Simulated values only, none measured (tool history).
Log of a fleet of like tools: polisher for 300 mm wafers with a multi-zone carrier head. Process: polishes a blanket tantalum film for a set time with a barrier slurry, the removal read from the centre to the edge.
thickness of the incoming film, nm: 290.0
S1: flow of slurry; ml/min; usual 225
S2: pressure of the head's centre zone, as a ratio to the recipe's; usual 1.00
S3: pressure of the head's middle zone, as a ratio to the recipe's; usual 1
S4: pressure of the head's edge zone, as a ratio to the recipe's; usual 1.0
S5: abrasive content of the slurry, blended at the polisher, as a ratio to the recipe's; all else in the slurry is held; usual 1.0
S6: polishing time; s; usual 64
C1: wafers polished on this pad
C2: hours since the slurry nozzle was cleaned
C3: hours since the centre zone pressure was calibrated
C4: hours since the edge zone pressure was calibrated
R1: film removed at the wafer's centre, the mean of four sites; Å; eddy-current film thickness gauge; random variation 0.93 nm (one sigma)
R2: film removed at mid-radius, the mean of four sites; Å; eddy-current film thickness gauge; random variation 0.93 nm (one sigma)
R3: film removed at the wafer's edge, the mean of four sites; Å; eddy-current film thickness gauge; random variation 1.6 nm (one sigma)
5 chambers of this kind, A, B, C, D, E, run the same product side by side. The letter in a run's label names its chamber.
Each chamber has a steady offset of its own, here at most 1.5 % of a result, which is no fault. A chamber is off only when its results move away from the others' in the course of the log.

run,hour,S1,S2,S3,S4,S5,S6,C1,C2,C3,C4,R1,R2,R3
# hour 6.4: chamber D: worn pad replaced by a new one
1D,8.2,225,1.00,1,1.0,1.0,64,17,250.6,366.2,1051.1,1116.00,1117.30,1129.10
2C,18.4,225,1.00,1,1.0,1.0,64,275,355.8,757.5,87.6,1105.10,1104.90,1113.90
3E,26.7,225,1.00,1,1.0,1.0,64,446,258.0,214.8,942.5,1116.20,1095.80,1117.90
4B,36.3,225,1.00,1,1.0,1.0,64,725,51.9,454.5,544.4,1096.20,1095.40,1106.00
5A,43.3,225,1.00,1,1.0,1.0,64,738,158.6,583.6,628.1,1087.50,1073.40,1128.40
# hour 44.2: chamber B: worn pad replaced by a new one
6E,50.2,225,1.00,1,1.0,1.0,64,661,281.5,238.3,966.0,1110.60,1084.70,1086.90
# hour 53.4: chamber C: slurry nozzle cleaned
# hour 57.5: chamber A: worn pad replaced by a new one
7C,59.4,225,1.00,1,1.0,1.0,64,651,6.1,798.5,128.6,1109.60,1098.60,1080.90
# hour 69.9: chamber E: worn pad replaced by a new one
8A,73.4,225,1.00,1,1.0,1.0,64,146,188.7,613.7,658.2,1099.40,1095.20,1109.00
# hour 78.2: chamber D: worn pad replaced by a new one
# hour 78.3: chamber C: worn pad replaced by a new one
9B,83.2,225,1.00,1,1.0,1.0,64,358,98.8,501.4,591.3,1102.00,1113.20,1096.20
# hour 90.2: chamber A: edge zone pressure recalibrated
10D,94.8,225,1.00,1,1.0,1.0,64,152,337.2,452.8,1137.7,1114.70,1105.50,1139.10
11C,102.8,225,1.00,1,1.0,1.0,64,224,49.5,841.9,172.0,1112.90,1117.10,1069.60
12D,111.6,225,1.00,1,1.0,1.0,64,306,354.0,469.6,1154.5,1111.30,1099.80,1107.00
# hour 116.4: chamber B: worn pad replaced by a new one
13B,125.7,225,1.00,1,1.0,1.0,64,85,141.3,543.9,633.8,1104.30,1116.70,1109.70
14A,136.7,225,1.00,1,1.0,1.0,64,726,252.0,677.0,46.6,1113.30,1100.60,1106.20
# hour 138.0: chamber A: worn pad replaced by a new one
15E,151.5,225,1.00,1,1.0,1.0,64,748,382.8,339.6,1067.3,1116.40,1104.20,1106.40
# hour 153.9: chamber B: edge zone pressure recalibrated
# hour 159.4: chamber E: worn pad replaced by a new one
16D,165.6,225,1.00,1,1.0,1.0,64,802,408.0,523.6,1208.5,1089.50,1091.80,1112.90
# hour 173.3: chamber D: worn pad replaced by a new one
# hour 174.3: chamber C: worn pad replaced by a new one
17E,179.1,225,1.00,1,1.0,1.0,64,181,410.4,367.2,1094.9,1096.10,1105.40,1104.40
18B,187.1,225,1.00,1,1.0,1.0,64,648,202.7,605.3,33.3,1104.20,1122.80,1084.70
# hour 191.4: chamber D: edge zone pressure recalibrated
# hour 192.7: chamber B: centre zone pressure recalibrated
# hour 198.5: chamber B: worn pad replaced by a new one
19A,202.3,225,1.00,1,1.0,1.0,64,590,317.6,742.6,112.2,1075.80,1080.40,1086.40
20C,214.4,225,1.00,1,1.0,1.0,64,368,161.1,953.5,283.6,1127.80,1114.50,1096.10
21A,221.8,225,1.00,1,1.1,1.0,64,769,337.1,762.1,131.7,1116.00,1102.00,1183.60
# hour 230.4: chamber A: worn pad replaced by a new one
22C,232.8,225,1.00,1,1.1,1.0,64,537,179.5,971.9,302.0,1121.00,1113.10,1158.80
23D,239.5,225,1.00,1,1.1,1.0,64,608,481.9,597.5,48.1,1093.00,1098.70,1133.90
# hour 247.6: chamber C: worn pad replaced by a new one
# hour 247.7: chamber E: edge zone pressure recalibrated
24E,253.6,225,1.00,1,1.1,1.0,64,864,484.9,441.7,6.0,1109.90,1107.10,1141.40
# hour 255.4: chamber E: worn pad replaced by a new one
# hour 258.2: chamber D: worn pad replaced by a new one
25B,264.8,225,1.00,1,1.1,1.0,64,608,280.4,72.1,111.0,1132.40,1115.40,1188.70
# hour 272.9: chamber C: centre zone pressure recalibrated
# hour 273.1: chamber B: worn pad replaced by a new one
26A,275.7,225,1.07,1,1.0,1.2,64,416,391.0,816.0,185.6,1250.30,1127.20,1173.60
27D,288.1,225,1.07,1,1.0,1.2,64,275,530.5,646.1,96.7,1239.20,1172.50,1153.60
28B,297.0,225,1.07,1,1.0,1.2,64,219,312.6,104.3,143.2,1249.00,1144.90,1140.50
# hour 306.0: chamber A: worn pad replaced by a new one
29C,309.7,225,1.07,1,1.0,1.2,64,569,256.4,36.8,378.9,1380.30,1172.20,1182.50
30E,323.0,225,1.07,1,1.0,1.2,64,621,554.3,511.1,75.4,1258.40,1151.30,1198.30
# hour 323.1: chamber B: slurry nozzle cleaned
# hour 327.2: chamber C: worn pad replaced by a new one
31E,336.5,225,1.00,1,1.0,0.9,64,744,567.8,524.6,88.9,1066.20,1071.00,1073.00
32C,349.9,225,1.00,1,1.0,0.9,64,208,296.6,77.0,419.1,1171.40,1077.10,1053.80
# hour 351.4: chamber E: worn pad replaced by a new one
# hour 353.0: chamber D: worn pad replaced by a new one
# hour 357.4: chamber D: centre zone pressure recalibrated
33A,359.4,225,1.00,1,1.0,0.9,64,489,474.7,899.7,269.3,1060.10,1051.70,1040.10
# hour 360.5: chamber B: worn pad replaced by a new one
34D,371.6,225,1.00,1,1.0,0.9,64,170,614.0,14.3,180.2,1083.30,1061.00,1070.90
35B,384.6,225,1.00,1,1.0,0.9,64,221,61.5,191.9,230.8,1072.80,1061.10,1087.90
# hour 389.5: chamber D: slurry nozzle cleaned
36B,398.3,225,1.00,1,1.0,1.0,64,347,75.2,205.6,244.5,1106.90,1097.30,1100.40
37D,406.2,225,1.00,1,1.0,1.0,64,488,16.8,48.9,214.8,1111.90,1090.10,1102.10
38E,420.7,225,1.00,1,1.0,1.0,64,636,652.0,608.8,173.1,1096.90,1102.90,1103.00

What goes on in this fleet: one chamber off, a drifting gauge, or nothing beyond the chambers' own small offsets? Name the chamber and the cause, if any.

A service left chamber C off against the others.
Cause: centre zone's pressure above its setpoint, % = 9.47.

Here are 4 candidates for chamber C's next run, each the usual settings with a change, their results left as question marks. Which one brings its results back in line with what the others give on the usual settings?
In line means no further than this from the other chambers' mean on the usual settings: R1 33.00 Å; R2 32.00 Å; R3 57.00 Å
39C-1,431.7,240,1.15,0.99,0.94,1.0,66,,,,,?,?,?
39C-2,431.7,220,0.92,1.00,1.03,1.0,63,,,,,?,?,?
39C-3,431.7,215,0.86,1.01,1.06,1.0,63,,,,,?,?,?
39C-4,431.7,230,1.08,1.00,0.97,1.0,65,,,,,?,?,?

The other chambers' mean on the usual settings: R1 1103.40 Å; R2 1097.90 Å; R3 1104.30 Å
run,R1,R2,R3
39C-1,1482.30,1144.60,1104.70
39C-2,1097.20,1092.10,1096.60
39C-3,1015.40,1099.10,1110.90
39C-4,1356.50,1132.10,1101.10
39C-2 brings the chamber back in line.
